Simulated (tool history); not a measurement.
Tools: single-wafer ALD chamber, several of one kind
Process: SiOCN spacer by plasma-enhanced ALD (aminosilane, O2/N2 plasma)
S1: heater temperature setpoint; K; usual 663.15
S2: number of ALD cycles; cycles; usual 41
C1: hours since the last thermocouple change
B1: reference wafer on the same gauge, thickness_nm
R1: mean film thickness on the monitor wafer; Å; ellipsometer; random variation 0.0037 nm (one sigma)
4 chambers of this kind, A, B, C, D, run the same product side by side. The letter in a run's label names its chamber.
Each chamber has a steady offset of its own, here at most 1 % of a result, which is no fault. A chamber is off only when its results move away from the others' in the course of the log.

Run 1A, hour 5.1: usual settings; C1 950.2; B1 2.1495. Result: R1 24.543 Å.
Run 2B, hour 8.2: usual settings; C1 186.3; B1 2.1486. Result: R1 24.680 Å.
Run 3C, hour 11.5: usual settings; C1 1085.0; B1 2.1483. Result: R1 24.669 Å.
Run 4D, hour 16.5: usual settings; C1 404.3; B1 2.1482. Result: R1 24.853 Å.
Run 5A, hour 20.8: usual settings; C1 965.9; B1 2.1488. Result: R1 24.545 Å.
Run 6B, hour 24.2: usual settings; C1 202.3; B1 2.1478. Result: R1 24.720 Å.
Run 7D, hour 27.8: usual settings; C1 415.6; B1 2.1473. Result: R1 24.774 Å.
Run 8C, hour 30.8: usual settings; C1 1104.3; B1 2.1474. Result: R1 24.620 Å.
Run 9B, hour 35.3: usual settings but S2 46 cycles; C1 213.4; B1 2.1477. Result: R1 27.701 Å.
Run 10D, hour 40.4: usual settings but S2 46 cycles; C1 428.2; B1 2.1455. Result: R1 27.853 Å.
Run 11A, hour 43.5: usual settings but S2 46 cycles; C1 988.6; B1 2.1456. Result: R1 27.509 Å.
Run 12C, hour 48.2: usual settings but S2 46 cycles; C1 1121.7; B1 2.1455. Result: R1 27.567 Å.
Run 13A, hour 52.5: usual settings; C1 997.6; B1 2.1455. Result: R1 24.464 Å.
Run 14D, hour 57.6: usual settings; C1 445.4; B1 2.1443. Result: R1 24.805 Å.
Run 15C, hour 61.8: usual settings; C1 1135.3; B1 2.1439. Result: R1 24.645 Å.
Run 16B, hour 66.1: usual settings; C1 244.2; B1 2.1442. Result: R1 24.645 Å.
Run 17B, hour 69.8: usual settings; C1 247.9; B1 2.1424. Result: R1 24.697 Å.
Run 18A, hour 73.0: usual settings; C1 1018.1; B1 2.1435. Result: R1 24.442 Å.
Run 19C, hour 77.5: usual settings but S1 676.15 K, S2 34 cycles; C1 1151.0; B1 2.1424. Result: R1 20.154 Å.
Run 20D, hour 80.8: usual settings but S1 676.15 K, S2 34 cycles; C1 468.6; B1 2.1434. Result: R1 20.334 Å.
Run 21C, hour 86.2: usual settings but S1 676.15 K, S2 34 cycles; C1 1159.7; B1 2.1424. Result: R1 20.182 Å.
Run 22B, hour 90.6: usual settings but S1 676.15 K, S2 34 cycles; C1 268.7; B1 2.1409. Result: R1 20.247 Å.
Run 23A, hour 96.1: usual settings; C1 1041.2; B1 2.1405. Result: R1 24.377 Å.
Run 24D, hour 100.0: usual settings; C1 487.8; B1 2.1400. Result: R1 24.712 Å.
Run 25D, hour 104.5: usual settings; C1 492.3; B1 2.1400. Result: R1 24.679 Å.
Run 26C, hour 108.5: usual settings; C1 1182.0; B1 2.1396. Result: R1 24.475 Å.
Run 27A, hour 113.9: usual settings; C1 1059.0; B1 2.1394. Result: R1 24.409 Å.
Run 28B, hour 118.6: usual settings; C1 296.7; B1 2.1392. Result: R1 24.670 Å.
Run 29B, hour 121.8: usual settings; C1 299.9; B1 2.1388. Result: R1 24.534 Å.
Run 30D, hour 125.1: usual settings; C1 512.9; B1 2.1384. Result: R1 24.727 Å.
Run 31A, hour 129.8: usual settings but S1 672.15 K, S2 35 cycles; C1 1074.9; B1 2.1383. Result: R1 20.790 Å.
Run 32C, hour 133.7: usual settings but S1 672.15 K, S2 35 cycles; C1 1207.2; B1 2.1365. Result: R1 20.866 Å.
Run 33D, hour 137.3: usual settings but S1 672.15 K, S2 35 cycles; C1 525.1; B1 2.1368. Result: R1 21.024 Å.

Is one chamber off against the others, does the gauge drift, or is nothing wrong? If a chamber is off, say which, and what the likeliest cause is.

The gauge drifts, so all chambers seem to drift together. No chamber is off.
Cause: gauge reads low (%) = 0.619.

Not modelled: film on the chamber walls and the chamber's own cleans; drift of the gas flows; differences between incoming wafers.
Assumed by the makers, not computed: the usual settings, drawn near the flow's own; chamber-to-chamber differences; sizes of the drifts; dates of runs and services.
